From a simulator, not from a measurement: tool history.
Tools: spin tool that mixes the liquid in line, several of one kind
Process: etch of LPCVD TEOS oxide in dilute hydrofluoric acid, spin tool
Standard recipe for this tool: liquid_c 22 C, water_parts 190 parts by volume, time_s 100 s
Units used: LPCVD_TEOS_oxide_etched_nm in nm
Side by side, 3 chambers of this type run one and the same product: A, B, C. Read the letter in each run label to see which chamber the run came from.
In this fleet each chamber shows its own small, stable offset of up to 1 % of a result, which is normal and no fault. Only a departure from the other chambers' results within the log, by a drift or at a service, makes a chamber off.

run	day	liquid_c	water_parts	time_s	hours since the thermometer was replaced	hours since the hydrofluoric acid flow meter was replaced	read-back film thickness of the LPCVD TEOS oxide reference wafer, read on the same gauge (nm)	LPCVD_TEOS_oxide_etched_nm
1C	0.442	22	190	100	248.5	712.8	70.038	14.752
2A	0.942	22	190	100	1408	1549.4	69.99	14.887
3B	1.421	22	190	100	1287.8	1007.4	69.995	14.876
4A	1.729	22	190	100	1426.9	1568.3	69.999	15.221
5C	2.229	22	190	100	291.4	755.7	69.998	14.791
6B	2.617	22	190	100	1316.5	1036.1	70.019	14.895
7A	3.05	22	190	100	1458.6	1600	69.982	14.937
8B	3.442	24.5	190	55	1336.3	1055.9	69.987	8.9963
9C	3.925	24.5	190	55	332.1	796.4	69.969	9.1033
10C	4.383	24.5	190	55	343.1	807.4	69.974	8.9118
11B	4.9	22	190	100	1371.3	1090.9	69.986	14.862
12A	5.417	22	190	100	1515.4	1656.8	70.017	14.995
13A	5.817	22	190	100	1525	1666.4	69.966	14.894
14C	6.058	22	190	100	383.3	847.6	69.988	14.702
15B	6.388	22	190	100	1407	1126.6	70.013	14.701
16B	6.892	22	190	100	1419.1	1138.7	70.009	14.791
17C	7.229	22	190	100	411.4	875.7	69.981	14.941
18A	7.775	22	190	100	1572	1713.4	69.973	14.927
19B	8.283	22	190	100	1452.5	1172.1	69.986	14.909
# day 8.608: chamber B: hydrofluoric acid flow meter replaced
20C	8.796	22	190	100	449	913.3	70.028	14.642
21A	9.083	22	275	150	1603.4	1744.8	69.991	14.347
22A	9.367	22	275	150	1610.2	1751.6	69.975	14.173
23C	9.654	22	275	150	469.6	933.9	69.993	14.171
24B	9.971	22	190	100	1493	32.8	70.031	14.901
25C	10.229	22	190	100	483.4	947.7	70.031	14.869
26A	10.592	22	230	155	1639.6	1781	69.994	18.503
27B	11.075	22	230	155	1519.5	59.3	69.993	18.238
# day 11.354: chamber A: thermometer replaced
28A	11.575	22	230	155	5.4	1804.6	70.03	18.4
29B	12.129	22	190	100	1544.8	84.6	69.999	14.633
30C	12.488	22	190	100	537.6	1001.9	69.996	14.783
# day 12.712: chamber C: thermometer replaced
31C	12.792	22	190	100	1.9	1009.2	70.023	15.021
32B	13.312	22	190	100	1573.2	113	69.972	14.932
33A	13.854	22	190	100	60.1	1859.3	69.982	14.897

Next, all 3 chambers run the settings below, one line each with question marks for the results. What does each chamber give?
34A	14.25	22	190	100				?
34B	14.25	22	190	100				?
34C	14.25	22	190	100				?

run	LPCVD_TEOS_oxide_etched_nm
34A	14.771
34B	14.812
34C	14.768
